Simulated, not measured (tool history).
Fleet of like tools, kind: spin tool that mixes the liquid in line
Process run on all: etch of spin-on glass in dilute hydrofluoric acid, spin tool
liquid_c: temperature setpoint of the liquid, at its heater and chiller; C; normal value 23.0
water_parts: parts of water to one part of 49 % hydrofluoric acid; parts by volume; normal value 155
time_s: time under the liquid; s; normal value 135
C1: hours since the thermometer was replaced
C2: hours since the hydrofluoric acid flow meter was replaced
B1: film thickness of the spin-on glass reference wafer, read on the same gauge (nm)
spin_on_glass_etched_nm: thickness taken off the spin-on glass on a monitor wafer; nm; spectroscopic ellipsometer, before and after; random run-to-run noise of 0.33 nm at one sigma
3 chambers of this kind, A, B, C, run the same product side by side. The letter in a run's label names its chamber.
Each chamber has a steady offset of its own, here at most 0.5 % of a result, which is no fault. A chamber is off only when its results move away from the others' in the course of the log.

Run 1A, hour 5.4: usual settings; C1 738.0; C2 1192.2; B1 100.030. Result: spin_on_glass_etched_nm 36.827 nm.
Run 2B, hour 12.2: usual settings; C1 1755.2; C2 451.2; B1 100.000. Result: spin_on_glass_etched_nm 36.581 nm.
Run 3C, hour 20.0: usual settings; C1 1320.6; C2 783.8; B1 100.030. Result: spin_on_glass_etched_nm 37.481 nm.
Run 4A, hour 27.8: usual settings; C1 760.4; C2 1214.6; B1 100.010. Result: spin_on_glass_etched_nm 36.949 nm.
Run 5B, hour 35.8: usual settings; C1 1778.8; C2 474.8; B1 100.020. Result: spin_on_glass_etched_nm 36.812 nm.
Run 6C, hour 40.2: usual settings; C1 1340.8; C2 804.0; B1 100.010. Result: spin_on_glass_etched_nm 36.987 nm.
Run 7B, hour 45.1: usual settings; C1 1788.1; C2 484.1; B1 99.994. Result: spin_on_glass_etched_nm 36.966 nm.
Run 8A, hour 52.3: usual settings; C1 784.9; C2 1239.1; B1 99.999. Result: spin_on_glass_etched_nm 36.091 nm.
Run 9C, hour 61.5: usual settings but water_parts 125 parts by volume; C1 1362.1; C2 825.3; B1 99.999. Result: spin_on_glass_etched_nm 47.284 nm.
Run 10A, hour 67.0: usual settings but water_parts 125 parts by volume; C1 799.6; C2 1253.8; B1 99.958. Result: spin_on_glass_etched_nm 47.212 nm.
Run 11B, hour 73.7: usual settings but water_parts 125 parts by volume; C1 1816.7; C2 512.7; B1 99.993. Result: spin_on_glass_etched_nm 47.264 nm.
Run 12C, hour 83.4: usual settings; C1 1384.0; C2 847.2; B1 99.960. Result: spin_on_glass_etched_nm 37.674 nm.
Run 13B, hour 90.7: usual settings but time_s 65 s; C1 1833.7; C2 529.7; B1 100.010. Result: spin_on_glass_etched_nm 17.884 nm.
Run 14A, hour 95.1: usual settings but time_s 65 s; C1 827.7; C2 1281.9; B1 100.010. Result: spin_on_glass_etched_nm 17.568 nm.
Run 15C, hour 99.5: usual settings but time_s 65 s; C1 1400.1; C2 863.3; B1 100.020. Result: spin_on_glass_etched_nm 18.002 nm.
At hour 103.0: chamber B: hydrofluoric acid flow meter replaced.
At hour 104.4: chamber A: thermometer replaced.
Run 16B, hour 107.3: usual settings; C1 1850.3; C2 4.3; B1 99.988. Result: spin_on_glass_etched_nm 36.766 nm.
Run 17C, hour 113.1: usual settings but liquid_c 26.5 C, time_s 210 s; C1 1413.7; C2 876.9; B1 99.994. Result: spin_on_glass_etched_nm 66.120 nm.
Run 18A, hour 118.4: usual settings but liquid_c 26.5 C, time_s 210 s; C1 14.0; C2 1305.2; B1 99.976. Result: spin_on_glass_etched_nm 65.067 nm.
Run 19A, hour 127.8: usual settings but liquid_c 26.5 C, time_s 210 s; C1 23.4; C2 1314.6; B1 99.983. Result: spin_on_glass_etched_nm 64.382 nm.
Run 20C, hour 137.5: usual settings; C1 1438.1; C2 901.3; B1 100.010. Result: spin_on_glass_etched_nm 36.749 nm.
Run 21B, hour 146.3: usual settings; C1 1889.3; C2 43.3; B1 100.020. Result: spin_on_glass_etched_nm 36.800 nm.
Run 22B, hour 155.8: usual settings; C1 1898.8; C2 52.8; B1 99.974. Result: spin_on_glass_etched_nm 36.887 nm.
Run 23C, hour 163.9: usual settings; C1 1464.5; C2 927.7; B1 100.000. Result: spin_on_glass_etched_nm 36.628 nm.
Run 24A, hour 171.3: usual settings; C1 66.9; C2 1358.1; B1 100.010. Result: spin_on_glass_etched_nm 36.100 nm.
Run 25A, hour 176.7: usual settings; C1 72.3; C2 1363.5; B1 99.982. Result: spin_on_glass_etched_nm 36.439 nm.
Run 26C, hour 184.2: usual settings but liquid_c 27.5 C, water_parts 115 parts by volume; C1 1484.8; C2 948.0; B1 99.969. Result: spin_on_glass_etched_nm 61.099 nm.
Run 27B, hour 189.0: usual settings but liquid_c 27.5 C, water_parts 115 parts by volume; C1 1932.0; C2 86.0; B1 100.010. Result: spin_on_glass_etched_nm 62.240 nm.
Run 28B, hour 196.1: usual settings but liquid_c 27.5 C, water_parts 115 parts by volume; C1 1939.1; C2 93.1; B1 99.979. Result: spin_on_glass_etched_nm 62.667 nm.
Run 29C, hour 204.4: usual settings; C1 1505.0; C2 968.2; B1 99.976. Result: spin_on_glass_etched_nm 37.749 nm.
Run 30A, hour 213.7: usual settings; C1 109.3; C2 1400.5; B1 99.997. Result: spin_on_glass_etched_nm 34.884 nm.
Run 31C, hour 223.2: usual settings; C1 1523.8; C2 987.0; B1 99.983. Result: spin_on_glass_etched_nm 36.987 nm.
Run 32B, hour 229.9: usual settings but water_parts 115 parts by volume, time_s 210 s; C1 1972.9; C2 126.9; B1 100.010. Result: spin_on_glass_etched_nm 81.627 nm.
Run 33A, hour 238.1: usual settings but water_parts 115 parts by volume, time_s 210 s; C1 133.7; C2 1424.9; B1 100.010. Result: spin_on_glass_etched_nm 76.718 nm.
Run 34C, hour 243.0: usual settings but water_parts 115 parts by volume, time_s 210 s; C1 1543.6; C2 1006.8; B1 100.010. Result: spin_on_glass_etched_nm 80.643 nm.
Run 35A, hour 249.3: usual settings; C1 144.9; C2 1436.1; B1 99.970. Result: spin_on_glass_etched_nm 34.969 nm.
Run 36B, hour 255.8: usual settings; C1 1998.8; C2 152.8; B1 99.993. Result: spin_on_glass_etched_nm 36.939 nm.
Run 37B, hour 261.9: usual settings but liquid_c 27.5 C; C1 2004.9; C2 158.9; B1 99.992. Result: spin_on_glass_etched_nm 43.381 nm.
Run 38C, hour 266.6: usual settings but liquid_c 27.5 C; C1 1567.2; C2 1030.4; B1 100.000. Result: spin_on_glass_etched_nm 44.368 nm.
Run 39A, hour 274.5: usual settings but liquid_c 27.5 C; C1 170.1; C2 1461.3; B1 100.020. Result: spin_on_glass_etched_nm 41.499 nm.
Run 40B, hour 282.4: usual settings; C1 2025.4; C2 179.4; B1 99.992. Result: spin_on_glass_etched_nm 37.020 nm.
Run 41C, hour 291.4: usual settings; C1 1592.0; C2 1055.2; B1 100.010. Result: spin_on_glass_etched_nm 37.256 nm.
Run 42A, hour 300.5: usual settings but water_parts 125 parts by volume; C1 196.1; C2 1487.3; B1 99.999. Result: spin_on_glass_etched_nm 44.249 nm.

Next, all 3 chambers run the settings below, one line each with question marks for the results. What does each chamber give?
Run 43A, hour 307.6: usual settings but time_s 95 s. Result: spin_on_glass_etched_nm ?.
Run 43B, hour 307.6: usual settings but time_s 95 s. Result: spin_on_glass_etched_nm ?.
Run 43C, hour 307.6: usual settings but time_s 95 s. Result: spin_on_glass_etched_nm ?.

run  spin_on_glass_etched_nm
43A                   24.009
43B                   25.691
43C                   26.422
